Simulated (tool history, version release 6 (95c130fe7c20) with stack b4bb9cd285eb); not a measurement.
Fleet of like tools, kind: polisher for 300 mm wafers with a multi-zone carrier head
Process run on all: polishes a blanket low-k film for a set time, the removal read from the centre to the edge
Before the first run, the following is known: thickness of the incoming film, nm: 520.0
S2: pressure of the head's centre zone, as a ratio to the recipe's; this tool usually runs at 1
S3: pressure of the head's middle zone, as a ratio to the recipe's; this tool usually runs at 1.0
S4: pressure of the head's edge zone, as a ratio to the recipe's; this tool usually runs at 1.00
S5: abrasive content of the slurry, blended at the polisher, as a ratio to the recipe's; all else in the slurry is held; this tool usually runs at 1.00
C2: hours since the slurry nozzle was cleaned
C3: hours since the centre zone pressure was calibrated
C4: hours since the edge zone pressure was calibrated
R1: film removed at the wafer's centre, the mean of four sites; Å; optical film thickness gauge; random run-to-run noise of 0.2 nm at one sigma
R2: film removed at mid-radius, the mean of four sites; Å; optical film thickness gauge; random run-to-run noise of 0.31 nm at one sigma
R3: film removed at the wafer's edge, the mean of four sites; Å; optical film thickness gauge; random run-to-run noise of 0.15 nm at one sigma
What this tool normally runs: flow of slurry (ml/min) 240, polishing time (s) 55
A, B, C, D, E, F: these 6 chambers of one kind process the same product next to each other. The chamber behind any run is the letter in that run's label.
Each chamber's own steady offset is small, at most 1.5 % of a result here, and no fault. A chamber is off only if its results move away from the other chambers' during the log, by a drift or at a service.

-- day=0.188 chamber C: worn pad replaced by a new one
run 1E day=0.300 | flow_of_slurry_(ml/min)=240 S2=1 S3=1.0 S4=1.00 S5=1.00 polishing_time_(s)=55 | wafers_polished_on_this_pad=994 C2=76.4 C3=240.8 C4=573.5 | R1=224.00 R2=226.07 R3=225.61
-- day=0.467 chamber D: centre zone pressure recalibrated
-- day=0.517 chamber E: worn pad replaced by a new one
run 2F day=0.600 | flow_of_slurry_(ml/min)=240 S2=1 S3=1.0 S4=1.00 S5=1.00 polishing_time_(s)=55 | wafers_polished_on_this_pad=381 C2=499.8 C3=600.4 C4=78.0 | R1=229.30 R2=219.11 R3=224.58
run 3C day=0.858 | flow_of_slurry_(ml/min)=240 S2=1 S3=1.0 S4=1.00 S5=1.00 polishing_time_(s)=55 | wafers_polished_on_this_pad=169 C2=767.5 C3=380.3 C4=480.1 | R1=228.69 R2=227.51 R3=229.88
run 4D day=1.129 | flow_of_slurry_(ml/min)=240 S2=1 S3=1.0 S4=1.00 S5=1.00 polishing_time_(s)=55 | wafers_polished_on_this_pad=975 C2=170.8 C3=15.9 C4=188.4 | R1=225.69 R2=226.02 R3=228.25
run 5B day=1.404 | flow_of_slurry_(ml/min)=240 S2=1 S3=1.0 S4=1.00 S5=1.00 polishing_time_(s)=55 | wafers_polished_on_this_pad=1059 C2=233.6 C3=668.8 C4=771.9 | R1=227.85 R2=223.29 R3=226.10
run 6A day=1.546 | flow_of_slurry_(ml/min)=240 S2=1 S3=1.0 S4=1.00 S5=1.00 polishing_time_(s)=55 | wafers_polished_on_this_pad=391 C2=48.2 C3=185.2 C4=130.3 | R1=228.36 R2=226.63 R3=227.23
run 7C day=1.717 | flow_of_slurry_(ml/min)=240 S2=1 S3=1.0 S4=1.00 S5=1.00 polishing_time_(s)=55 | wafers_polished_on_this_pad=385 C2=788.1 C3=400.9 C4=500.7 | R1=224.64 R2=226.01 R3=230.13
run 8A day=1.908 | flow_of_slurry_(ml/min)=240 S2=1 S3=1.0 S4=1.00 S5=1.00 polishing_time_(s)=55 | wafers_polished_on_this_pad=482 C2=56.9 C3=193.9 C4=139.0 | R1=227.45 R2=227.41 R3=227.14
-- day=2.092 chamber A: worn pad replaced by a new one
run 9E day=2.162 | flow_of_slurry_(ml/min)=240 S2=1 S3=1.0 S4=1.00 S5=0.70 polishing_time_(s)=55 | wafers_polished_on_this_pad=414 C2=121.1 C3=285.5 C4=618.2 | R1=187.21 R2=186.63 R3=188.31
-- day=2.192 chamber B: worn pad replaced by a new one
-- day=2.238 chamber D: worn pad replaced by a new one
run 10D day=2.383 | flow_of_slurry_(ml/min)=240 S2=1 S3=1.0 S4=1.00 S5=0.70 polishing_time_(s)=55 | wafers_polished_on_this_pad=37 C2=200.9 C3=46.0 C4=218.5 | R1=186.19 R2=187.32 R3=190.52
run 11B day=2.554 | flow_of_slurry_(ml/min)=240 S2=1 S3=1.0 S4=1.00 S5=0.70 polishing_time_(s)=55 | wafers_polished_on_this_pad=92 C2=261.2 C3=696.4 C4=799.5 | R1=191.05 R2=185.16 R3=190.48
run 12F day=2.804 | flow_of_slurry_(ml/min)=240 S2=1 S3=1.0 S4=1.00 S5=0.70 polishing_time_(s)=55 | wafers_polished_on_this_pad=936 C2=552.7 C3=653.3 C4=130.9 | R1=189.82 R2=190.12 R3=188.80
run 13A day=2.950 | flow_of_slurry_(ml/min)=240 S2=1 S3=1.0 S4=1.00 S5=0.70 polishing_time_(s)=55 | wafers_polished_on_this_pad=216 C2=81.9 C3=218.9 C4=164.0 | R1=193.38 R2=189.56 R3=193.34
-- day=3.117 chamber C: slurry nozzle cleaned
run 14F day=3.150 | flow_of_slurry_(ml/min)=240 S2=1 S3=1.0 S4=1.00 S5=0.70 polishing_time_(s)=55 | wafers_polished_on_this_pad=1023 C2=561.0 C3=661.6 C4=139.2 | R1=191.43 R2=186.37 R3=188.10
run 15B day=3.388 | flow_of_slurry_(ml/min)=240 S2=1 S3=1.0 S4=1.00 S5=1.00 polishing_time_(s)=55 | wafers_polished_on_this_pad=302 C2=281.2 C3=716.4 C4=819.5 | R1=224.63 R2=226.56 R3=224.89
run 16E day=3.625 | flow_of_slurry_(ml/min)=240 S2=1 S3=1.0 S4=1.00 S5=1.00 polishing_time_(s)=55 | wafers_polished_on_this_pad=782 C2=156.2 C3=320.6 C4=653.3 | R1=223.85 R2=224.87 R3=224.80
-- day=3.675 chamber C: worn pad replaced by a new one
-- day=3.904 chamber B: centre zone pressure recalibrated
-- day=3.921 chamber B: slurry nozzle cleaned
run 17C day=3.921 | flow_of_slurry_(ml/min)=240 S2=1 S3=1.0 S4=1.00 S5=1.00 polishing_time_(s)=55 | wafers_polished_on_this_pad=62 C2=19.4 C3=453.8 C4=553.6 | R1=223.90 R2=226.34 R3=230.49
-- day=4.008 chamber F: worn pad replaced by a new one
run 18D day=4.158 | flow_of_slurry_(ml/min)=240 S2=1 S3=1.0 S4=1.00 S5=1.00 polishing_time_(s)=55 | wafers_polished_on_this_pad=484 C2=243.5 C3=88.6 C4=261.1 | R1=223.26 R2=225.42 R3=227.76
-- day=4.221 chamber A: worn pad replaced by a new one
run 19A day=4.362 | flow_of_slurry_(ml/min)=240 S2=1 S3=1.0 S4=1.00 S5=1.00 polishing_time_(s)=55 | wafers_polished_on_this_pad=36 C2=115.8 C3=252.8 C4=197.9 | R1=226.76 R2=227.25 R3=230.56
-- day=4.400 chamber E: centre zone pressure recalibrated
run 20C day=4.638 | flow_of_slurry_(ml/min)=240 S2=1 S3=1.0 S4=1.00 S5=1.00 polishing_time_(s)=55 | wafers_polished_on_this_pad=242 C2=36.6 C3=471.0 C4=570.8 | R1=228.44 R2=226.73 R3=230.26
run 21E day=4.862 | flow_of_slurry_(ml/min)=240 S2=1 S3=1.0 S4=1.00 S5=1.00 polishing_time_(s)=55 | wafers_polished_on_this_pad=1094 C2=185.9 C3=11.1 C4=683.0 | R1=213.55 R2=223.46 R3=225.30
run 22F day=5.017 | flow_of_slurry_(ml/min)=240 S2=1 S3=1.0 S4=1.00 S5=1.00 polishing_time_(s)=55 | wafers_polished_on_this_pad=254 C2=605.8 C3=706.4 C4=184.0 | R1=229.90 R2=225.26 R3=226.62
run 23D day=5.167 | flow_of_slurry_(ml/min)=240 S2=1 S3=1.0 S4=1.00 S5=1.00 polishing_time_(s)=55 | wafers_polished_on_this_pad=737 C2=267.7 C3=112.8 C4=285.3 | R1=224.84 R2=230.22 R3=228.29
run 24B day=5.367 | flow_of_slurry_(ml/min)=240 S2=1 S3=1.0 S4=1.00 S5=1.00 polishing_time_(s)=55 | wafers_polished_on_this_pad=800 C2=34.8 C3=35.1 C4=867.0 | R1=228.20 R2=226.73 R3=224.87
-- day=5.450 chamber E: worn pad replaced by a new one
run 25A day=5.575 | flow_of_slurry_(ml/min)=240 S2=1 S3=1.0 S4=1.00 S5=1.00 polishing_time_(s)=55 | wafers_polished_on_this_pad=341 C2=144.9 C3=281.9 C4=227.0 | R1=227.26 R2=229.87 R3=229.62
run 26B day=5.717 | flow_of_slurry_(ml/min)=240 S2=1 S3=1.0 S4=1.00 S5=1.00 polishing_time_(s)=55 | wafers_polished_on_this_pad=888 C2=43.2 C3=43.5 C4=875.4 | R1=227.62 R2=230.75 R3=224.80
run 27E day=6.000 | flow_of_slurry_(ml/min)=240 S2=1 S3=1.0 S4=1.00 S5=1.00 polishing_time_(s)=55 | wafers_polished_on_this_pad=139 C2=213.2 C3=38.4 C4=710.3 | R1=213.68 R2=225.07 R3=223.73
-- day=6.071 chamber E: slurry nozzle cleaned
-- day=6.175 chamber D: worn pad replaced by a new one
run 28D day=6.192 | flow_of_slurry_(ml/min)=240 S2=1 S3=1.0 S4=1.00 S5=1.00 polishing_time_(s)=55 | wafers_polished_on_this_pad=5 C2=292.3 C3=137.4 C4=309.9 | R1=226.58 R2=223.70 R3=222.73
run 29F day=6.433 | flow_of_slurry_(ml/min)=240 S2=1 S3=1.0 S4=1.00 S5=1.00 polishing_time_(s)=55 | wafers_polished_on_this_pad=610 C2=639.8 C3=740.4 C4=218.0 | R1=226.00 R2=227.56 R3=223.82
run 30C day=6.683 | flow_of_slurry_(ml/min)=240 S2=1 S3=0.9 S4=1.00 S5=1.00 polishing_time_(s)=55 | wafers_polished_on_this_pad=757 C2=85.7 C3=520.1 C4=619.9 | R1=228.80 R2=202.24 R3=231.90
-- day=6.771 chamber C: worn pad replaced by a new one
run 31B day=6.917 | flow_of_slurry_(ml/min)=240 S2=1 S3=0.9 S4=1.00 S5=1.00 polishing_time_(s)=55 | wafers_polished_on_this_pad=1190 C2=72.0 C3=72.3 C4=904.2 | R1=224.87 R2=203.41 R3=224.25
-- day=6.933 chamber A: worn pad replaced by a new one
run 32E day=7.071 | flow_of_slurry_(ml/min)=240 S2=1 S3=0.9 S4=1.00 S5=1.00 polishing_time_(s)=55 | wafers_polished_on_this_pad=408 C2=24.1 C3=64.1 C4=736.0 | R1=213.32 R2=209.59 R3=225.12
run 33A day=7.379 | flow_of_slurry_(ml/min)=240 S2=1 S3=0.9 S4=1.00 S5=1.00 polishing_time_(s)=55 | wafers_polished_on_this_pad=113 C2=188.2 C3=325.2 C4=270.3 | R1=229.62 R2=207.05 R3=230.78
run 34C day=7.517 | flow_of_slurry_(ml/min)=240 S2=1 S3=0.9 S4=1.00 S5=1.00 polishing_time_(s)=55 | wafers_polished_on_this_pad=188 C2=105.7 C3=540.1 C4=639.9 | R1=227.33 R2=209.58 R3=227.54
run 35D day=7.783 | flow_of_slurry_(ml/min)=240 S2=1 S3=0.9 S4=1.00 S5=1.00 polishing_time_(s)=55 | wafers_polished_on_this_pad=405 C2=330.5 C3=175.6 C4=348.1 | R1=225.49 R2=210.41 R3=226.77
run 36F day=7.938 | flow_of_slurry_(ml/min)=240 S2=1 S3=1.0 S4=1.00 S5=1.00 polishing_time_(s)=55 | wafers_polished_on_this_pad=989 C2=675.9 C3=776.5 C4=254.1 | R1=223.91 R2=226.38 R3=223.04
run 37E day=8.150 | flow_of_slurry_(ml/min)=240 S2=1 S3=1.0 S4=0.96 S5=1.00 polishing_time_(s)=55 | wafers_polished_on_this_pad=680 C2=50.0 C3=90.0 C4=761.9 | R1=220.19 R2=226.39 R3=218.10
run 38D day=8.396 | flow_of_slurry_(ml/min)=240 S2=1 S3=1.0 S4=0.96 S5=1.00 polishing_time_(s)=55 | wafers_polished_on_this_pad=560 C2=345.2 C3=190.3 C4=362.8 | R1=227.54 R2=227.03 R3=220.77

What goes on in this fleet: one chamber off, a drifting gauge, or nothing beyond the chambers' own small offsets? Name the chamber and the cause, if any.

A service left chamber E off against the others.
What lies behind it: centre zone's pressure below its setpoint, % = 3.94.

Below are 4 candidate recipes for chamber E's next run, each the usual settings with a change, their results shown as question marks. Which of them brings E's results back in line with what the other chambers give on the usual settings?
To be in line, a result may differ from the other chambers' mean on the usual settings by at most: R1 6.90 Å; R2 11.00 Å; R3 5.30 Å
run 39E-1 day=8.621 | flow_of_slurry_(ml/min)=245 S2=1.08 S3=0.97 S4=0.98 S5=1.00 polishing_time_(s)=56 | R1=? R2=? R3=?
run 39E-2 day=8.621 | flow_of_slurry_(ml/min)=240 S2=0.96 S3=1.02 S4=1.01 S5=1.00 polishing_time_(s)=55 | R1=? R2=? R3=?
run 39E-3 day=8.621 | flow_of_slurry_(ml/min)=240 S2=1.04 S3=0.98 S4=0.99 S5=1.00 polishing_time_(s)=55 | R1=? R2=? R3=?
run 39E-4 day=8.621 | flow_of_slurry_(ml/min)=235 S2=0.92 S3=1.03 S4=1.02 S5=1.00 polishing_time_(s)=54 | R1=? R2=? R3=?

Usual-settings mean across the other chambers: R1 226.72 Å; R2 225.46 Å; R3 226.65 Å
run=39E-1 R1=239.13 R2=224.06 R3=229.31
run=39E-2 R1=205.51 R2=229.95 R3=228.16
run=39E-3 R1=224.65 R2=221.63 R3=225.95
run=39E-4 R1=191.82 R2=227.26 R3=224.71
39E-3 brings the chamber back in line.
